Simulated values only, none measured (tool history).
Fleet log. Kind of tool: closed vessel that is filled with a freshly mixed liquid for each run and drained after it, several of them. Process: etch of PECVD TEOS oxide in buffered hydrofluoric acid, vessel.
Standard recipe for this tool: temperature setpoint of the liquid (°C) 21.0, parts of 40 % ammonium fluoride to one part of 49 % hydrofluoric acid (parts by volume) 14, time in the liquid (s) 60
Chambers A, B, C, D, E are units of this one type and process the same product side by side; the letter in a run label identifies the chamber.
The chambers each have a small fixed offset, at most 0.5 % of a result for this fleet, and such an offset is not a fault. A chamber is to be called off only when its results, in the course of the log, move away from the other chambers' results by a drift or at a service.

run,hour,temperature setpoint of the liquid (°C),parts of 40 % ammonium fluoride to one part of 49 % hydrofluoric acid (parts by volume),time in the liquid (s),hours since the thermometer was replaced,hours since the hydrofluoric acid flow meter was replaced,"read-back film thickness of the PECVD TEOS oxide reference wafer, read on the same gauge (nm)",thickness taken off the PECVD TEOS oxide on a monitor wafer (angstrom)
1C,4.0,21.0,14,60,1390.6,985.7,130.02,455.60
2E,8.2,21.0,14,60,1132.0,2098.7,130.05,457.87
3B,12.1,21.0,14,60,391.8,1865.4,129.98,451.15
4D,15.4,21.0,14,60,320.6,223.6,129.99,456.64
5A,19.8,17.5,14,30,326.8,171.7,130.02,188.70
6E,24.0,17.5,14,30,1147.8,2114.5,129.99,188.66
7B,26.9,17.5,14,30,406.6,1880.2,130.03,186.36
8A,31.8,17.5,14,30,338.8,183.7,129.97,187.66
9C,37.9,17.5,14,30,1424.5,1019.6,130.00,187.47
10D,42.4,21.0,14,60,347.6,250.6,129.99,453.89
11C,46.3,21.0,14,60,1432.9,1028.0,130.07,461.22
12D,51.2,21.0,12,75,356.4,259.4,130.02,658.27
13E,54.6,21.0,12,75,1178.4,2145.1,130.04,664.96
14A,58.2,21.0,12,75,365.2,210.1,129.95,665.72
15B,63.0,21.0,12,75,442.7,1916.3,129.98,661.93
16C,68.2,21.0,12,75,1454.8,1049.9,129.98,663.03
17B,73.0,21.0,18,60,452.7,1926.3,129.97,356.40
18A,78.7,21.0,18,60,385.7,230.6,129.94,358.64
19E,81.9,21.0,18,60,1205.7,2172.4,130.01,357.92
20D,85.2,21.0,18,60,390.4,293.4,130.00,357.11
21A,89.2,21.0,18,60,396.2,241.1,129.97,355.41
22D,95.4,21.0,14,60,400.6,303.6,129.99,457.09
23B,101.0,21.0,14,60,480.7,1954.3,130.00,458.38
24C,105.5,21.0,14,60,1492.1,1087.2,129.99,459.81
25E,110.3,21.0,14,35,1234.1,2200.8,130.01,268.72
26D,113.7,21.0,14,35,418.9,321.9,130.04,266.38
27E,119.7,21.0,14,35,1243.5,2210.2,130.02,270.07
28B,125.8,21.0,14,35,505.5,1979.1,129.99,265.80
29A,130.5,21.0,14,35,437.5,282.4,130.02,266.15
# hour 130.7: chamber B: hydrofluoric acid flow meter replaced
30C,133.7,21.0,14,60,1520.3,1115.4,130.01,457.14
31D,137.7,21.0,14,60,442.9,345.9,129.98,457.56
32E,141.9,21.0,14,60,1265.7,2232.4,129.96,462.28
33B,145.6,21.0,16,40,525.3,15.0,130.04,264.81
34A,151.9,21.0,16,40,458.9,303.8,130.04,269.18
35C,157.9,21.0,16,40,1544.5,1139.6,130.02,267.30
36A,164.3,21.0,16,40,471.3,316.2,130.00,269.15
37E,169.7,21.0,16,40,1293.5,2260.2,130.00,268.73
38C,173.3,21.0,14,60,1559.9,1155.0,129.95,455.24
39B,176.7,21.0,14,60,556.4,46.1,130.03,453.55
40D,179.9,21.0,14,60,485.1,388.1,130.01,455.49

Predict what each chamber gives when all 5 of them run the settings below next.
41A,184.6,21.0,14,60,,,,?
41B,184.6,21.0,14,60,,,,?
41C,184.6,21.0,14,60,,,,?
41D,184.6,21.0,14,60,,,,?
41E,184.6,21.0,14,60,,,,?

run,thickness taken off the PECVD TEOS oxide on a monitor wafer (angstrom)
41A,462.20
41B,457.82
41C,455.72
41D,454.70
41E,459.35

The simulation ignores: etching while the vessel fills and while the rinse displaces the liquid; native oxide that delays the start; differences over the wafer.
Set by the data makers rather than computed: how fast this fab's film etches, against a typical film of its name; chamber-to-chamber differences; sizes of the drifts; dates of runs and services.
